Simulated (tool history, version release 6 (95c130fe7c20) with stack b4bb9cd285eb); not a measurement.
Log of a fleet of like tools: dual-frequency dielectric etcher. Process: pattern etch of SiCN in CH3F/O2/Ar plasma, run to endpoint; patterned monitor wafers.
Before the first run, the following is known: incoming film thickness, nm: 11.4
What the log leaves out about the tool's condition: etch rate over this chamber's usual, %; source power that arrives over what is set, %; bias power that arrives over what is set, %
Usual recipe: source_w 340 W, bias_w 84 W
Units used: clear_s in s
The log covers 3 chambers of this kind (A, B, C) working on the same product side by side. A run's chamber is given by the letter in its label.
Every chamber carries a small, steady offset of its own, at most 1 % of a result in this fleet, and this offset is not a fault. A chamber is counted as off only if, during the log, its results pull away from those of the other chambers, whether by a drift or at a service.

| run | hour | source_w | bias_w | hours since the last wet clean | hours since the last source power generator calibration | hours since the last bias power generator calibration | clear_s |
|---|---|---|---|---|---|---|---|
| 1B | 10.2 | 340 | 84 | 320.9 | 605 | 3223.6 | 30.841 |
| 2A | 23.8 | 340 | 84 | 265.4 | 1272.6 | 566.4 | 30.66 |
| 3C | 30.8 | 340 | 84 | 113.8 | 2545.4 | 436.4 | 30.616 |
| 4B | 37.2 | 340 | 84 | 347.9 | 632 | 3250.6 | 30.751 |
| 5C | 47.9 | 340 | 84 | 130.9 | 2562.5 | 453.5 | 30.452 |
| 6A | 57.1 | 340 | 84 | 298.7 | 1305.9 | 599.7 | 30.642 |
| 7C | 63.5 | 340 | 84 | 146.5 | 2578.1 | 469.1 | 30.216 |
|  | 67.1 | chamber B: wet clean of the chamber |
| 8A | 70.6 | 340 | 84 | 312.2 | 1319.4 | 613.2 | 30.671 |
| 9B | 80.3 | 340 | 84 | 13.3 | 675.1 | 3293.7 | 30.774 |
| 10C | 93.2 | 340 | 84 | 176.2 | 2607.8 | 498.8 | 30.569 |
| 11B | 100.4 | 340 | 84 | 33.4 | 695.2 | 3313.8 | 30.678 |
| 12A | 108.2 | 340 | 84 | 349.8 | 1357 | 650.8 | 30.527 |
| 13B | 118 | 340 | 84 | 51 | 712.8 | 3331.4 | 30.631 |
| 14A | 131.5 | 340 | 84 | 373.1 | 1380.3 | 674.1 | 30.475 |
| 15C | 140.1 | 340 | 84 | 223.1 | 2654.7 | 545.7 | 30.307 |
| 16A | 153.3 | 340 | 84 | 394.9 | 1402.1 | 695.9 | 30.338 |
| 17B | 161.6 | 340 | 84 | 94.6 | 756.4 | 3375 | 30.863 |
| 18C | 175.7 | 340 | 84 | 258.7 | 2690.3 | 581.3 | 30.329 |
| 19A | 186.2 | 340 | 84 | 427.8 | 1435 | 728.8 | 30.209 |
| 20B | 196 | 340 | 84 | 129 | 790.8 | 3409.4 | 30.848 |
| 21C | 205.2 | 340 | 84 | 288.2 | 2719.8 | 610.8 | 30.35 |
| 22C | 218.9 | 340 | 84 | 301.9 | 2733.5 | 624.5 | 30.259 |
| 23B | 226.5 | 340 | 84 | 159.5 | 821.3 | 3439.9 | 30.685 |
| 24A | 236.3 | 340 | 84 | 477.9 | 1485.1 | 778.9 | 30.188 |
| 25B | 244 | 340 | 84 | 177 | 838.8 | 3457.4 | 30.799 |
| 26A | 255.9 | 370 | 69 | 497.5 | 1504.7 | 798.5 | 31.264 |
| 27C | 262.3 | 370 | 69 | 345.3 | 2776.9 | 667.9 | 31.607 |

Is one chamber off against the others, does the gauge drift, or is nothing wrong? If a chamber is off, say which, and what the likeliest cause is.

Chamber A drifts away from the others.
Most likely cause: etch rate over this chamber's usual, % = 2.29.

Here are 4 candidates for chamber A's next run, each the usual settings with a change, their results left as question marks. Which one brings its results back in line with what the others give on the usual settings?
In-line tolerance around the mean of the other chambers on the usual settings: clear_s 0.37 s
| 28A-1 | 272.4 | 340 | 88 |  |  |  | ? |
| 28A-2 | 272.4 | 330 | 82 |  |  |  | ? |
| 28A-3 | 272.4 | 320 | 80 |  |  |  | ? |
| 28A-4 | 272.4 | 340 | 93 |  |  |  | ? |

The mean the other chambers reach with the usual settings: clear_s 30.576 s
| run | clear_s |
|---|---|
| 28A-1 | 29.566 |
| 28A-2 | 30.686 |
| 28A-3 | 31.322 |
| 28A-4 | 28.961 |
It is 28A-2 that realigns the chamber with its peers.

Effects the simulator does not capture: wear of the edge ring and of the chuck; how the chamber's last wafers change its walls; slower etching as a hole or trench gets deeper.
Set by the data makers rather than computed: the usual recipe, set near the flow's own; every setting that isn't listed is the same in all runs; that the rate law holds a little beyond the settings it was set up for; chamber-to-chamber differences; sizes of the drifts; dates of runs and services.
